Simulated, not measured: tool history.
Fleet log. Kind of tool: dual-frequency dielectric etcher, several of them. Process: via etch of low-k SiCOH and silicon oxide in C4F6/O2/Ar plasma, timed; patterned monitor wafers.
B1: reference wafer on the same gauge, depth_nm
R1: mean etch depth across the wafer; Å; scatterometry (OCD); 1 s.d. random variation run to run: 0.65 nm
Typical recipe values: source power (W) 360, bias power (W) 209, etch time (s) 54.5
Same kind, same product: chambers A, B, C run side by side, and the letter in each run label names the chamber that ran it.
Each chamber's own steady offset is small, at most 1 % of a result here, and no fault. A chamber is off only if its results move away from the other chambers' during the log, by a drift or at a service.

run 1A hour=2.8 | source_power_(W)=360 bias_power_(W)=209 etch_time_(s)=54.5 | B1=122.09 | R1=1431.2
run 2C hour=6.1 | source_power_(W)=360 bias_power_(W)=209 etch_time_(s)=54.5 | B1=122.03 | R1=1436
run 3B hour=12 | source_power_(W)=360 bias_power_(W)=209 etch_time_(s)=54.5 | B1=122.01 | R1=1425.4
run 4C hour=17.4 | source_power_(W)=360 bias_power_(W)=209 etch_time_(s)=54.5 | B1=121.83 | R1=1426.6
-- hour=18 chamber C: bias power generator calibrated
run 5B hour=21 | source_power_(W)=360 bias_power_(W)=209 etch_time_(s)=54.5 | B1=121.98 | R1=1439.1
run 6A hour=27 | source_power_(W)=360 bias_power_(W)=209 etch_time_(s)=54.5 | B1=122.05 | R1=1438.7
run 7B hour=29.8 | source_power_(W)=360 bias_power_(W)=209 etch_time_(s)=54.5 | B1=122.04 | R1=1441.5
run 8C hour=35.4 | source_power_(W)=360 bias_power_(W)=209 etch_time_(s)=54.5 | B1=122.05 | R1=1424.4
-- hour=38.9 chamber C: wet clean of the chamber
run 9A hour=39.3 | source_power_(W)=360 bias_power_(W)=162 etch_time_(s)=54.5 | B1=122.03 | R1=1334.4
run 10A hour=43.6 | source_power_(W)=360 bias_power_(W)=162 etch_time_(s)=54.5 | B1=121.94 | R1=1320.4
run 11C hour=47.2 | source_power_(W)=360 bias_power_(W)=162 etch_time_(s)=54.5 | B1=122.01 | R1=1323.6
run 12B hour=49.9 | source_power_(W)=360 bias_power_(W)=209 etch_time_(s)=54.5 | B1=122.12 | R1=1423.1
run 13C hour=54.3 | source_power_(W)=360 bias_power_(W)=209 etch_time_(s)=54.5 | B1=122.02 | R1=1424.3
run 14B hour=59.2 | source_power_(W)=360 bias_power_(W)=209 etch_time_(s)=54.5 | B1=122.12 | R1=1436.8
run 15A hour=64.6 | source_power_(W)=360 bias_power_(W)=209 etch_time_(s)=54.5 | B1=122.02 | R1=1436.5
run 16B hour=69.5 | source_power_(W)=360 bias_power_(W)=209 etch_time_(s)=54.5 | B1=122.11 | R1=1441.1
run 17C hour=74.1 | source_power_(W)=360 bias_power_(W)=209 etch_time_(s)=54.5 | B1=121.91 | R1=1425.5
run 18A hour=79.6 | source_power_(W)=360 bias_power_(W)=191 etch_time_(s)=54.5 | B1=121.96 | R1=1395.8
run 19B hour=85.7 | source_power_(W)=360 bias_power_(W)=191 etch_time_(s)=54.5 | B1=122.03 | R1=1391.6
run 20C hour=91.1 | source_power_(W)=360 bias_power_(W)=191 etch_time_(s)=54.5 | B1=121.88 | R1=1392.9
run 21A hour=97.1 | source_power_(W)=360 bias_power_(W)=209 etch_time_(s)=54.5 | B1=121.95 | R1=1451.9
run 22A hour=103.3 | source_power_(W)=360 bias_power_(W)=209 etch_time_(s)=54.5 | B1=122.07 | R1=1440.2
run 23C hour=107.6 | source_power_(W)=360 bias_power_(W)=209 etch_time_(s)=54.5 | B1=121.99 | R1=1430.6
run 24B hour=113.9 | source_power_(W)=360 bias_power_(W)=209 etch_time_(s)=54.5 | B1=122.15 | R1=1436.9
run 25B hour=119.4 | source_power_(W)=360 bias_power_(W)=209 etch_time_(s)=54.5 | B1=122.22 | R1=1438.1
run 26A hour=125.7 | source_power_(W)=360 bias_power_(W)=209 etch_time_(s)=54.5 | B1=121.86 | R1=1449.7
run 27C hour=130.9 | source_power_(W)=360 bias_power_(W)=209 etch_time_(s)=54.5 | B1=121.96 | R1=1442.8
run 28C hour=136.9 | source_power_(W)=360 bias_power_(W)=255 etch_time_(s)=54.5 | B1=122.01 | R1=1531.1
run 29B hour=141.5 | source_power_(W)=360 bias_power_(W)=255 etch_time_(s)=54.5 | B1=121.94 | R1=1542.8
run 30A hour=147.5 | source_power_(W)=360 bias_power_(W)=255 etch_time_(s)=54.5 | B1=122.04 | R1=1550.2
run 31A hour=153.1 | source_power_(W)=360 bias_power_(W)=209 etch_time_(s)=54.5 | B1=122 | R1=1450.5
run 32B hour=156.4 | source_power_(W)=360 bias_power_(W)=209 etch_time_(s)=54.5 | B1=122.04 | R1=1426.4
run 33C hour=160.4 | source_power_(W)=360 bias_power_(W)=209 etch_time_(s)=54.5 | B1=121.95 | R1=1417.2
run 34A hour=164.7 | source_power_(W)=360 bias_power_(W)=209 etch_time_(s)=54.5 | B1=122.08 | R1=1442.5
run 35B hour=169.2 | source_power_(W)=360 bias_power_(W)=209 etch_time_(s)=41 | B1=122.16 | R1=1076.1
run 36C hour=174.7 | source_power_(W)=360 bias_power_(W)=209 etch_time_(s)=41 | B1=121.97 | R1=1070.3
run 37B hour=179.2 | source_power_(W)=360 bias_power_(W)=209 etch_time_(s)=41 | B1=121.92 | R1=1072

One chamber off, gauge drift, or nothing amiss beyond the chambers' own small offsets? If it is a chamber, which one, and what is the likeliest cause?

Nothing is wrong: each chamber keeps only its own small, steady offset and the gauge holds still.
